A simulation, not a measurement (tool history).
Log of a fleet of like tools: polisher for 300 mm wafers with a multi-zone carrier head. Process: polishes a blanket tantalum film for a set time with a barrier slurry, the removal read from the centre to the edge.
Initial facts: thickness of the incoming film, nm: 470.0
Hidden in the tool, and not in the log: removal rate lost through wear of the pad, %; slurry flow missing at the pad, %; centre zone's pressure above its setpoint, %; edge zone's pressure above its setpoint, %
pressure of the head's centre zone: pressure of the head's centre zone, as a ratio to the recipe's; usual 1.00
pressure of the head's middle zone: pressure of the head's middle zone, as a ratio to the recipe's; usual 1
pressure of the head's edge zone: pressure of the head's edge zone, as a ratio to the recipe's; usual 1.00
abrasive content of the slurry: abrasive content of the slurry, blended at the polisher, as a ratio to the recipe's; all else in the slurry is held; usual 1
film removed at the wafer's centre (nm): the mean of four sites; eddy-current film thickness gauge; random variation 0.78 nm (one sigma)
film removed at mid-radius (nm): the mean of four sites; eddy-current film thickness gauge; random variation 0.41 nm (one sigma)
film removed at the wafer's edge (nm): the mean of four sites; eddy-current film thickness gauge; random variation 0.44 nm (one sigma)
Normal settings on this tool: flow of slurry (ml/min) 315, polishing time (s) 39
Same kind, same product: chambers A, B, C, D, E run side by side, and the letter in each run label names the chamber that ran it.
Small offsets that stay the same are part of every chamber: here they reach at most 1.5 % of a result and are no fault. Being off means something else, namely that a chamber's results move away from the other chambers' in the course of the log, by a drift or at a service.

run	day	flow of slurry (ml/min)	pressure of the head's centre zone	pressure of the head's middle zone	pressure of the head's edge zone	abrasive content of the slurry	polishing time (s)	wafers polished on this pad	hours since the slurry nozzle was cleaned	hours since the centre zone pressure was calibrated	hours since the edge zone pressure was calibrated	film removed at the wafer's centre (nm)	film removed at mid-radius (nm)	film removed at the wafer's edge (nm)
# day 0.004: chamber E: worn pad replaced by a new one
# day 0.008: chamber A: worn pad replaced by a new one
# day 0.104: chamber B: worn pad replaced by a new one
1D	0.250	315	1.00	1	1.00	1	39	533	625.0	680.6	460.1	67.689	66.038	66.220
# day 0.254: chamber B: edge zone pressure recalibrated
2E	0.633	315	1.00	1	1.00	1	39	153	179.7	551.1	126.8	66.817	65.265	66.797
3A	0.967	315	1.00	1	1.00	1	39	233	515.1	96.9	816.7	66.976	66.535	65.990
4B	1.254	315	1.00	1	1.00	1	39	280	336.3	503.1	24.1	65.495	66.708	65.421
# day 1.554: chamber C: slurry nozzle cleaned
5C	1.758	250	1.00	1	1.00	1	52	763	4.9	72.0	769.8	86.567	86.490	86.434
6E	2.117	250	1.00	1	1.00	1	52	514	215.3	586.7	162.4	85.564	84.618	87.899
7C	2.450	250	1.00	1	1.00	1	52	931	21.5	88.6	786.4	88.013	86.028	86.646
# day 2.638: chamber A: edge zone pressure recalibrated
# day 2.808: chamber A: worn pad replaced by a new one
# day 2.829: chamber C: worn pad replaced by a new one
8D	2.892	250	1.00	1	1.00	1	52	1176	688.4	744.0	523.5	84.583	85.850	87.386
9A	3.375	250	1.00	1	1.00	1	52	138	572.9	154.7	17.8	86.533	86.005	85.503
# day 3.450: chamber D: worn pad replaced by a new one
# day 3.575: chamber E: worn pad replaced by a new one
10B	3.792	315	1.00	1	1.00	1	39	897	397.2	564.0	85.0	66.546	66.100	65.525
# day 3.825: chamber B: worn pad replaced by a new one
# day 3.967: chamber C: edge zone pressure recalibrated
11C	4.233	315	1.00	1	1.04	1	30	341	64.3	131.4	6.4	50.509	51.323	52.232
# day 4.788: chamber A: slurry nozzle cleaned
12A	4.808	315	1.00	1	1.04	1	30	487	0.5	189.1	52.2	51.229	50.592	52.333
13E	5.292	315	1.00	1	1.04	1	30	417	291.5	662.9	238.6	51.078	50.336	51.905
# day 5.450: chamber A: worn pad replaced by a new one
14B	5.633	315	1.00	1	1.04	1	30	439	441.4	608.2	129.2	50.562	51.755	51.163
15D	6.054	315	1.00	1	1.04	1	30	634	764.3	819.9	599.4	49.862	50.945	53.098
16D	6.317	315	1.00	1	1.00	1	39	698	770.6	826.2	605.7	65.199	66.000	67.125
17A	6.596	315	1.00	1	1.00	1	39	279	43.4	232.0	95.1	65.819	66.169	67.059
# day 6.662: chamber E: edge zone pressure recalibrated
# day 6.725: chamber C: worn pad replaced by a new one
18C	6.962	315	1.00	1	1.00	1	39	58	129.8	196.9	71.9	66.052	66.890	65.491
19E	7.300	315	1.00	1	1.00	1	39	906	339.7	711.1	15.4	64.892	65.868	66.146
# day 7.333: chamber E: worn pad replaced by a new one
20B	7.612	315	1.00	1	1.00	1	39	921	488.9	655.7	176.7	64.958	66.579	65.450
# day 7.821: chamber D: worn pad replaced by a new one
# day 7.867: chamber B: worn pad replaced by a new one
21A	8.104	315	1.00	1	1.00	1	39	645	79.6	268.2	131.3	64.232	65.473	66.116
# day 8.371: chamber A: worn pad replaced by a new one
22B	8.538	315	0.96	1	1.00	1	48	164	511.1	677.9	198.9	78.453	81.761	79.964
23D	8.792	315	0.96	1	1.00	1	48	236	830.0	885.6	665.1	76.654	81.487	81.831
24C	9.121	315	0.96	1	1.00	1	48	583	181.6	248.7	123.7	77.120	81.516	80.727
25E	9.625	315	0.96	1	1.00	1	48	558	395.5	766.9	71.2	77.427	81.446	80.337
26D	10.004	315	0.96	1	1.00	1	48	531	859.1	914.7	694.2	78.792	81.808	81.683
27B	10.388	315	1.00	1	1.00	1	39	614	555.5	722.3	243.3	66.030	66.426	66.066
# day 10.679: chamber C: worn pad replaced by a new one
# day 10.738: chamber D: slurry nozzle cleaned
# day 10.933: chamber A: worn pad replaced by a new one
28C	10.962	315	1.00	1	1.10	1	39	68	225.8	292.9	167.9	66.138	67.164	70.362
29A	11.317	315	1.00	1	1.10	1	39	93	156.7	345.3	208.4	66.227	66.276	69.760
# day 11.608: chamber E: worn pad replaced by a new one
30E	11.658	315	1.00	1	1.10	1	39	12	444.3	815.7	120.0	66.223	65.411	69.967
# day 11.725: chamber B: worn pad replaced by a new one
31D	12.038	315	1.00	1	1.10	1	39	1025	31.2	963.5	743.0	65.698	66.672	69.936
32E	12.612	315	1.00	1	1.10	1	39	244	467.2	838.6	142.9	64.885	65.498	69.411
33B	13.129	315	1.00	1	1.00	1	39	341	621.3	788.1	309.1	65.847	66.196	65.085

Is one chamber out of step, is the gauge drifting, or do the chambers differ by no more than their own small offsets? For an off chamber, give its letter and the likeliest cause.

All chambers stay in line apart from their small fixed offsets, and the gauge does not drift.

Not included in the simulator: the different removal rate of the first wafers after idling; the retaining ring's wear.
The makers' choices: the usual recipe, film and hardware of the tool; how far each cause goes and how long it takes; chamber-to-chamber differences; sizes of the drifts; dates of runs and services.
